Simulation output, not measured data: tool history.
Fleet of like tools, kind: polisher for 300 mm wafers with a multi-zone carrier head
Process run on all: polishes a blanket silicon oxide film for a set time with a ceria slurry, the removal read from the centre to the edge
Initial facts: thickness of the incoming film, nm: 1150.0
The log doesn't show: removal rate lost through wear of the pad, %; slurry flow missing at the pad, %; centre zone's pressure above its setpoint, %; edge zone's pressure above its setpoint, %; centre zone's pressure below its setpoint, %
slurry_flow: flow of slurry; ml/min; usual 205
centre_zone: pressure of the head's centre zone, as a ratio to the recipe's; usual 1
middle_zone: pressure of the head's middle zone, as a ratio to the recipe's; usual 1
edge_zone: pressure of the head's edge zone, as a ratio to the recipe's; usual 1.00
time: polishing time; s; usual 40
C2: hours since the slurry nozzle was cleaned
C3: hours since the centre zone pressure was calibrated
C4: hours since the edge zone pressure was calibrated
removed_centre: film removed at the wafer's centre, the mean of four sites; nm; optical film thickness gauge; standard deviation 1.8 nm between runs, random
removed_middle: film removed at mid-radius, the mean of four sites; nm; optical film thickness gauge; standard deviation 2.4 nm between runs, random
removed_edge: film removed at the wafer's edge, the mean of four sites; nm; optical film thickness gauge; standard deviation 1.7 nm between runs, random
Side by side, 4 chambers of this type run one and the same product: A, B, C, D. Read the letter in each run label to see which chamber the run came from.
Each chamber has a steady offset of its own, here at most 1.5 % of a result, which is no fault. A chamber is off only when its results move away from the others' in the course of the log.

At hour 1.3: chamber C: edge zone pressure recalibrated.
At hour 3.8: chamber D: worn pad replaced by a new one.
At hour 5.1: chamber C: slurry nozzle cleaned.
Run 1B, hour 11.2: usual settings; wafers polished on this pad 732; C2 663.7; C3 1353.7; C4 349.8. Result: removed_centre 164.84 nm, removed_middle 161.84 nm, removed_edge 163.33 nm.
At hour 19.3: chamber D: slurry nozzle cleaned.
Run 2D, hour 25.9: usual settings; wafers polished on this pad 137; C2 6.6; C3 969.2; C4 214.8. Result: removed_centre 159.91 nm, removed_middle 163.28 nm, removed_edge 160.44 nm.
At hour 32.6: chamber B: slurry nozzle cleaned.
Run 3A, hour 36.2: usual settings; wafers polished on this pad 1025; C2 575.5; C3 110.8; C4 297.8. Result: removed_centre 162.83 nm, removed_middle 158.02 nm, removed_edge 162.89 nm.
At hour 38.3: chamber C: worn pad replaced by a new one.
Run 4C, hour 46.2: usual settings; wafers polished on this pad 49; C2 41.1; C3 354.1; C4 44.9. Result: removed_centre 161.55 nm, removed_middle 161.57 nm, removed_edge 158.27 nm.
Run 5B, hour 57.7: usual settings; wafers polished on this pad 1020; C2 25.1; C3 1400.2; C4 396.3. Result: removed_centre 163.60 nm, removed_middle 163.68 nm, removed_edge 162.25 nm.
At hour 58.4: chamber B: worn pad replaced by a new one.
At hour 68.2: chamber B: edge zone pressure recalibrated.
At hour 68.7: chamber A: worn pad replaced by a new one.
Run 6D, hour 72.3: usual settings; wafers polished on this pad 424; C2 53.0; C3 1015.6; C4 261.2. Result: removed_centre 164.80 nm, removed_middle 162.68 nm, removed_edge 159.21 nm.
Run 7A, hour 80.0: usual settings but edge_zone 1.12, time 27 s; wafers polished on this pad 70; C2 619.3; C3 154.6; C4 341.6. Result: removed_centre 110.89 nm, removed_middle 105.78 nm, removed_edge 119.64 nm.
Run 8C, hour 93.0: usual settings but edge_zone 1.12, time 27 s; wafers polished on this pad 339; C2 87.9; C3 400.9; C4 91.7. Result: removed_centre 108.56 nm, removed_middle 107.92 nm, removed_edge 113.48 nm.
Run 9B, hour 106.0: usual settings but edge_zone 1.12, time 27 s; wafers polished on this pad 295; C2 73.4; C3 1448.5; C4 37.8. Result: removed_centre 111.09 nm, removed_middle 110.93 nm, removed_edge 115.07 nm.
At hour 107.1: chamber A: edge zone pressure recalibrated.
Run 10D, hour 120.5: usual settings but edge_zone 1.12, time 27 s; wafers polished on this pad 723; C2 101.2; C3 1063.8; C4 309.4. Result: removed_centre 110.46 nm, removed_middle 109.02 nm, removed_edge 114.45 nm.
Run 11C, hour 130.1: usual settings; wafers polished on this pad 568; C2 125.0; C3 438.0; C4 128.8. Result: removed_centre 160.85 nm, removed_middle 162.98 nm, removed_edge 162.36 nm.
At hour 137.9: chamber D: edge zone pressure recalibrated.
Run 12A, hour 145.1: usual settings; wafers polished on this pad 473; C2 684.4; C3 219.7; C4 38.0. Result: removed_centre 160.26 nm, removed_middle 157.86 nm, removed_edge 161.63 nm.
Run 13C, hour 152.1: usual settings but edge_zone 1.08; wafers polished on this pad 705; C2 147.0; C3 460.0; C4 150.8. Result: removed_centre 162.16 nm, removed_middle 159.12 nm, removed_edge 167.60 nm.
Run 14A, hour 159.4: usual settings but edge_zone 1.08; wafers polished on this pad 562; C2 698.7; C3 234.0; C4 52.3. Result: removed_centre 158.55 nm, removed_middle 163.23 nm, removed_edge 168.78 nm.
Run 15D, hour 173.3: usual settings but edge_zone 1.08; wafers polished on this pad 1050; C2 154.0; C3 1116.6; C4 35.5. Result: removed_centre 161.48 nm, removed_middle 164.66 nm, removed_edge 166.78 nm.
Run 16B, hour 186.9: usual settings but edge_zone 1.08; wafers polished on this pad 796; C2 154.3; C3 1529.4; C4 118.7. Result: removed_centre 161.32 nm, removed_middle 163.97 nm, removed_edge 169.33 nm.
Run 17B, hour 194.2: usual settings; wafers polished on this pad 841; C2 161.6; C3 1536.7; C4 126.0. Result: removed_centre 161.14 nm, removed_middle 165.49 nm, removed_edge 161.99 nm.
Run 18C, hour 206.2: usual settings; wafers polished on this pad 1040; C2 201.1; C3 514.1; C4 204.9. Result: removed_centre 162.87 nm, removed_middle 166.41 nm, removed_edge 160.19 nm.
At hour 206.5: chamber D: worn pad replaced by a new one.
Run 19D, hour 219.3: usual settings; wafers polished on this pad 79; C2 200.0; C3 1162.6; C4 81.5. Result: removed_centre 160.84 nm, removed_middle 162.92 nm, removed_edge 159.50 nm.
Run 20A, hour 227.0: usual settings; wafers polished on this pad 981; C2 766.3; C3 301.6; C4 119.9. Result: removed_centre 161.77 nm, removed_middle 158.43 nm, removed_edge 161.65 nm.
At hour 228.2: chamber B: centre zone pressure recalibrated.
At hour 229.0: chamber B: worn pad replaced by a new one.
Run 21D, hour 234.3: usual settings; wafers polished on this pad 172; C2 215.0; C3 1177.6; C4 96.5. Result: removed_centre 161.81 nm, removed_middle 163.85 nm, removed_edge 163.28 nm.
Run 22A, hour 242.4: usual settings; wafers polished on this pad 1076; C2 781.7; C3 317.0; C4 135.3. Result: removed_centre 160.47 nm, removed_middle 159.52 nm, removed_edge 161.05 nm.
Run 23B, hour 250.9: usual settings; wafers polished on this pad 135; C2 218.3; C3 22.7; C4 182.7. Result: removed_centre 162.80 nm, removed_middle 163.54 nm, removed_edge 162.81 nm.
Run 24C, hour 262.4: usual settings but edge_zone 0.90, time 53 s; wafers polished on this pad 1388; C2 257.3; C3 570.3; C4 261.1. Result: removed_centre 214.96 nm, removed_middle 213.32 nm, removed_edge 200.35 nm.
At hour 267.6: chamber A: worn pad replaced by a new one.
Run 25B, hour 273.3: usual settings but edge_zone 0.90, time 53 s; wafers polished on this pad 274; C2 240.7; C3 45.1; C4 205.1. Result: removed_centre 218.56 nm, removed_middle 213.47 nm, removed_edge 206.32 nm.
At hour 276.1: chamber C: worn pad replaced by a new one.
At hour 281.8: chamber A: slurry nozzle cleaned.
Run 26D, hour 286.5: usual settings but edge_zone 0.90, time 53 s; wafers polished on this pad 495; C2 267.2; C3 1229.8; C4 148.7. Result: removed_centre 218.52 nm, removed_middle 215.40 nm, removed_edge 200.25 nm.
At hour 293.2: chamber C: centre zone pressure recalibrated.
Run 27C, hour 293.4: usual settings but edge_zone 0.90, time 53 s; wafers polished on this pad 107; C2 288.3; C3 0.3; C4 292.1. Result: removed_centre 188.39 nm, removed_middle 222.51 nm, removed_edge 202.80 nm.
Run 28A, hour 305.1: usual settings; wafers polished on this pad 232; C2 23.3; C3 379.7; C4 198.0. Result: removed_centre 162.63 nm, removed_middle 161.73 nm, removed_edge 165.42 nm.
At hour 313.3: chamber D: centre zone pressure recalibrated.
Run 29B, hour 317.1: usual settings; wafers polished on this pad 546; C2 284.5; C3 88.9; C4 248.9. Result: removed_centre 162.69 nm, removed_middle 163.98 nm, removed_edge 161.77 nm.
Run 30D, hour 324.7: usual settings; wafers polished on this pad 732; C2 305.4; C3 11.5; C4 186.9. Result: removed_centre 160.38 nm, removed_middle 162.23 nm, removed_edge 160.56 nm.
Run 31A, hour 335.1: usual settings; wafers polished on this pad 418; C2 53.3; C3 409.7; C4 228.0. Result: removed_centre 161.01 nm, removed_middle 157.24 nm, removed_edge 161.41 nm.
Run 32C, hour 349.0: usual settings; wafers polished on this pad 452; C2 343.9; C3 55.9; C4 347.7. Result: removed_centre 143.39 nm, removed_middle 159.83 nm, removed_edge 158.17 nm.
Run 33A, hour 361.8: usual settings but edge_zone 1.04, time 46 s; wafers polished on this pad 583; C2 80.0; C3 436.4; C4 254.7. Result: removed_centre 183.06 nm, removed_middle 179.91 nm, removed_edge 192.12 nm.
Run 34B, hour 376.0: usual settings but edge_zone 1.04, time 46 s; wafers polished on this pad 911; C2 343.4; C3 147.8; C4 307.8. Result: removed_centre 191.30 nm, removed_middle 186.59 nm, removed_edge 188.02 nm.
Run 35C, hour 389.9: usual settings but edge_zone 1.04, time 46 s; wafers polished on this pad 705; C2 384.8; C3 96.8; C4 388.6. Result: removed_centre 166.24 nm, removed_middle 189.94 nm, removed_edge 188.94 nm.
At hour 392.4: chamber B: worn pad replaced by a new one.
At hour 395.1: chamber D: worn pad replaced by a new one.
Run 36D, hour 402.7: usual settings but edge_zone 1.04, time 46 s; wafers polished on this pad 47; C2 383.4; C3 89.5; C4 264.9. Result: removed_centre 188.18 nm, removed_middle 186.36 nm, removed_edge 187.53 nm.
Run 37C, hour 416.8: usual settings; wafers polished on this pad 872; C2 411.7; C3 123.7; C4 415.5. Result: removed_centre 144.21 nm, removed_middle 157.22 nm, removed_edge 163.43 nm.
Run 38D, hour 426.7: usual settings; wafers polished on this pad 196; C2 407.4; C3 113.5; C4 288.9. Result: removed_centre 157.72 nm, removed_middle 160.06 nm, removed_edge 160.23 nm.
Run 39B, hour 439.5: usual settings; wafers polished on this pad 292; C2 406.9; C3 211.3; C4 371.3. Result: removed_centre 160.45 nm, removed_middle 162.84 nm, removed_edge 162.69 nm.
Run 40A, hour 451.5: usual settings; wafers polished on this pad 1139; C2 169.7; C3 526.1; C4 344.4. Result: removed_centre 160.16 nm, removed_middle 159.60 nm, removed_edge 162.28 nm.

For the next run the whole fleet of 4 chambers uses the same settings. Give each chamber's results:
Run 41A, hour 462.4: usual settings. Result: removed_centre ?, removed_middle ?, removed_edge ?.
Run 41B, hour 462.4: usual settings. Result: removed_centre ?, removed_middle ?, removed_edge ?.
Run 41C, hour 462.4: usual settings. Result: removed_centre ?, removed_middle ?, removed_edge ?.
Run 41D, hour 462.4: usual settings. Result: removed_centre ?, removed_middle ?, removed_edge ?.

run  removed_centre  removed_middle  removed_edge
41A          157.95          155.91        162.58
41B          159.78          167.48        163.25
41C          140.19          160.17        161.03
41D          160.65          162.08        157.36
